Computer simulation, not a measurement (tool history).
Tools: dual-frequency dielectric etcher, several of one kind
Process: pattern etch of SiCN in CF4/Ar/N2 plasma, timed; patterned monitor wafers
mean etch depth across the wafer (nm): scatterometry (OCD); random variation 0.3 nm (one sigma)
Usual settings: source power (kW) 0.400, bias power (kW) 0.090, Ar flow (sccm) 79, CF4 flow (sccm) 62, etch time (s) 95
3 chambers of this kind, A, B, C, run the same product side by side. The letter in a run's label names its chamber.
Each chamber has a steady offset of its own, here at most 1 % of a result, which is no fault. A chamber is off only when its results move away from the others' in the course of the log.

run	day	source power (kW)	bias power (kW)	Ar flow (sccm)	CF4 flow (sccm)	etch time (s)	hours since the last wet clean	hours since the last source power generator calibration	hours since the last bias power generator calibration	hours since the last Ar flow controller change	hours since the last CF4 flow controller change	read-back reference wafer on the same gauge, depth_nm	mean etch depth across the wafer (nm)
1B	0.450	0.400	0.090	79	62	95	13.9	253.8	176.1	3589.7	4093.1	94.768	81.066
2A	0.838	0.400	0.090	79	62	95	97.1	3585.6	522.9	3280.6	238.7	94.744	80.917
3C	1.338	0.400	0.090	79	62	95	130.3	648.4	2857.6	766.3	2360.9	94.869	80.913
4C	1.583	0.400	0.090	79	62	95	136.2	654.3	2863.5	772.2	2366.8	94.878	81.586
5B	1.904	0.400	0.090	79	62	95	48.8	288.7	211.0	3624.6	4128.0	94.754	81.838
6A	2.238	0.400	0.090	79	62	95	130.7	3619.2	556.5	3314.2	272.3	94.777	81.535
7A	2.654	0.400	0.090	79	62	95	140.7	3629.2	566.5	3324.2	282.3	94.744	81.223
8B	3.162	0.400	0.090	79	62	95	79.0	318.9	241.2	3654.8	4158.2	94.719	81.510
9C	3.612	0.400	0.090	79	62	95	184.9	703.0	2912.2	820.9	2415.5	94.813	81.734
10A	4.004	0.400	0.090	79	62	95	173.1	3661.6	598.9	3356.6	314.7	94.789	81.580
11C	4.238	0.400	0.090	79	62	95	199.9	718.0	2927.2	835.9	2430.5	94.776	81.203
12B	4.612	0.400	0.090	79	62	95	113.8	353.7	276.0	3689.6	4193.0	94.779	80.728
13C	5.083	0.400	0.090	79	62	95	220.2	738.3	2947.5	856.2	2450.8	94.781	81.259
14A	5.454	0.400	0.105	79	62	95	207.9	3696.4	633.7	3391.4	349.5	94.903	85.782
15B	5.683	0.400	0.105	79	62	95	139.5	379.4	301.7	3715.3	4218.7	94.864	86.036
16C	6.108	0.400	0.105	79	62	95	244.8	762.9	2972.1	880.8	2475.4	94.893	86.008
17A	6.433	0.400	0.082	79	62	95	231.4	3719.9	657.2	3414.9	373.0	94.782	78.606
18B	6.754	0.400	0.082	79	62	95	165.2	405.1	327.4	3741.0	4244.4	94.863	78.008
19C	7.000	0.400	0.082	79	62	95	266.2	784.3	2993.5	902.2	2496.8	94.810	78.510
20A	7.479	0.400	0.090	79	62	95	256.5	3745.0	682.3	3440.0	398.1	94.726	81.514
21B	7.838	0.400	0.109	79	75	95	191.2	431.1	353.4	3767.0	4270.4	94.810	88.607
22B	8.271	0.400	0.109	79	75	95	201.6	441.5	363.8	3777.4	4280.8	94.774	88.796
# day 8.550: chamber A: source power generator calibrated
23C	8.696	0.400	0.109	79	75	95	306.9	825.0	3034.2	942.9	2537.5	94.750	89.037
24A	9.154	0.400	0.090	79	62	95	296.7	14.5	722.5	3480.2	438.3	94.751	81.738
25C	9.462	0.400	0.090	79	62	95	325.3	843.4	3052.6	961.3	2555.9	94.738	81.609
26B	9.862	0.400	0.090	79	62	95	239.8	479.7	402.0	3815.6	4319.0	94.731	81.443
27A	10.108	0.400	0.090	79	62	95	319.6	37.4	745.4	3503.1	461.2	94.721	81.833
28A	10.521	0.400	0.090	79	62	95	329.5	47.3	755.3	3513.0	471.1	94.839	81.343
29C	10.783	0.400	0.090	79	62	95	357.0	875.1	3084.3	993.0	2587.6	94.810	81.589
30B	11.033	0.400	0.090	79	62	95	267.9	507.8	430.1	3843.7	4347.1	94.745	81.256
31A	11.371	0.400	0.090	79	62	95	349.9	67.7	775.7	3533.4	491.5	94.923	81.277
32B	11.817	0.400	0.090	79	62	95	286.7	526.6	448.9	3862.5	4365.9	94.832	81.442
33C	12.212	0.400	0.090	79	62	95	391.3	909.4	3118.6	1027.3	2621.9	94.878	81.058
34C	12.704	0.400	0.090	79	62	95	403.1	921.2	3130.4	1039.1	2633.7	94.856	81.027
35B	13.042	0.400	0.090	79	62	95	316.1	556.0	478.3	3891.9	4395.3	94.816	81.025
36A	13.304	0.400	0.090	79	62	95	396.3	114.1	822.1	3579.8	537.9	94.854	82.155
37C	13.675	0.400	0.090	79	62	95	426.4	944.5	3153.7	1062.4	2657.0	94.823	81.333
# day 13.850: chamber C: wet clean of the chamber
38B	14.038	0.400	0.090	79	62	95	340.0	579.9	502.2	3915.8	4419.2	94.741	81.166
39A	14.538	0.400	0.090	79	62	95	425.9	143.7	851.7	3609.4	567.5	94.786	81.670
# day 14.712: chamber A: Ar flow controller replaced
40C	14.892	0.400	0.090	79	62	95	25.0	973.7	3182.9	1091.6	2686.2	94.849	81.590
41B	15.358	0.400	0.090	79	62	95	371.7	611.6	533.9	3947.5	4450.9	94.800	81.549
42A	15.583	0.400	0.090	79	62	95	451.0	168.8	876.8	21.0	592.6	94.843	82.218
# day 15.754: chamber A: wet clean of the chamber
43A	15.896	0.400	0.090	79	62	95	3.5	176.3	884.3	28.5	600.1	94.740	81.638
44C	16.158	0.400	0.090	79	62	95	55.4	1004.1	3213.3	1122.0	2716.6	94.846	81.132

What goes on in this fleet: one chamber off, a drifting gauge, or nothing beyond the chambers' own small offsets? Name the chamber and the cause, if any.

No chamber stands off beyond its own small offset, and the gauge holds steady.

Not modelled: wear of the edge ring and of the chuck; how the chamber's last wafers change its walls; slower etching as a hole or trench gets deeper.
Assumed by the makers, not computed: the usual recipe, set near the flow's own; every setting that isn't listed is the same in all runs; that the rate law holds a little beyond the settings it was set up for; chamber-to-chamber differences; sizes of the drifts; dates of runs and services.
